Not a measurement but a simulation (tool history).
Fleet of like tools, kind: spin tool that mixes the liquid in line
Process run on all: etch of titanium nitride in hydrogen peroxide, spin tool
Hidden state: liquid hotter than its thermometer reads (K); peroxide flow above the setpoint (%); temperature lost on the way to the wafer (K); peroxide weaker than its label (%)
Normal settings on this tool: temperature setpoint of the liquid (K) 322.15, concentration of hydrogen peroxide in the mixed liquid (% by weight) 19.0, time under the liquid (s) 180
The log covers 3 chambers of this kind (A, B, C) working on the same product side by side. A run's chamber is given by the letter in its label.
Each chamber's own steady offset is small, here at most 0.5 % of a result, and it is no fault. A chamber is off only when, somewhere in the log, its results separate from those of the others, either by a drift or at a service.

run	hour	temperature setpoint of the liquid (K)	concentration of hydrogen peroxide in the mixed liquid (% by weight)	time under the liquid (s)	hours since the thermometer was replaced	hours since the peroxide flow meter was replaced	hours since the heated supply line was repaired	hours since the drum of peroxide was connected	read-back film thickness of the titanium nitride reference wafer, read on the same gauge (nm)	thickness taken off the titanium nitride on a monitor wafer (angstrom)
1A	6.7	322.15	19.0	180	1615.4	12.0	53.4	353.9	149.99	41.565
2C	13.3	322.15	19.0	180	537.1	144.4	2749.2	274.3	149.98	41.090
# hour 13.6: chamber C: heated supply line repaired
3B	22.4	322.15	19.0	180	877.3	754.0	619.7	123.9	150.00	41.601
4B	31.4	322.15	19.0	180	886.3	763.0	628.7	132.9	150.01	41.681
5C	38.5	322.15	19.0	180	562.3	169.6	25.0	299.5	149.99	41.011
6A	49.0	322.15	19.0	180	1657.7	54.3	95.7	396.2	150.01	40.791
7B	58.0	322.15	19.0	180	912.9	789.6	655.3	159.5	150.04	41.798
8A	67.2	322.15	19.0	180	1675.9	72.5	113.9	414.4	150.01	41.603
9C	75.0	322.15	19.0	180	598.8	206.1	61.5	336.0	150.03	40.790
10C	87.8	322.15	19.0	180	611.6	218.9	74.3	348.8	149.99	40.525
11A	97.0	322.15	19.0	180	1705.7	102.3	143.7	444.2	149.99	40.979
12B	106.5	322.15	19.0	180	961.4	838.1	703.8	208.0	149.98	42.735
13A	115.9	325.65	19.0	180	1724.6	121.2	162.6	463.1	149.99	52.995
14B	123.8	325.65	19.0	180	978.7	855.4	721.1	225.3	150.00	55.691
15C	136.8	325.65	19.0	180	660.6	267.9	123.3	397.8	150.03	52.841
16B	146.3	322.15	19.0	180	1001.2	877.9	743.6	247.8	149.99	43.290
17A	155.4	322.15	19.0	180	1764.1	160.7	202.1	502.6	149.98	41.063
18C	167.3	322.15	19.0	180	691.1	298.4	153.8	428.3	150.01	41.186
19B	179.0	322.15	19.0	180	1033.9	910.6	776.3	280.5	150.02	44.045
20A	188.6	322.15	19.0	180	1797.3	193.9	235.3	535.8	149.98	41.217

What goes on in this fleet: one chamber off, a drifting gauge, or nothing beyond the chambers' own small offsets? Name the chamber and the cause, if any.

One chamber, B, drifts off from the rest bit by bit.
Likeliest cause: liquid hotter than its thermometer reads (K) = 0.908.

Chamber B could run next with any of the 4 candidate recipes listed below; each alters the usual settings, and their results appear as question marks. Which one brings its results back in line with what the other chambers deliver on the usual settings?
To be in line, a result may differ from the other chambers' mean on the usual settings by at most: thickness taken off the titanium nitride on a monitor wafer (angstrom) 0.900
21B-1	198.5	322.65	19.0	185						?
21B-2	198.5	324.15	19.0	180						?
21B-3	198.5	321.15	19.0	180						?
21B-4	198.5	321.15	19.0	170						?

The other chambers' mean on the usual settings: thickness taken off the titanium nitride on a monitor wafer (angstrom) 41.214
run	thickness taken off the titanium nitride on a monitor wafer (angstrom)
21B-1	46.714
21B-2	50.578
21B-3	40.804
21B-4	38.537
With 21B-3, the chamber falls back in line with the rest.
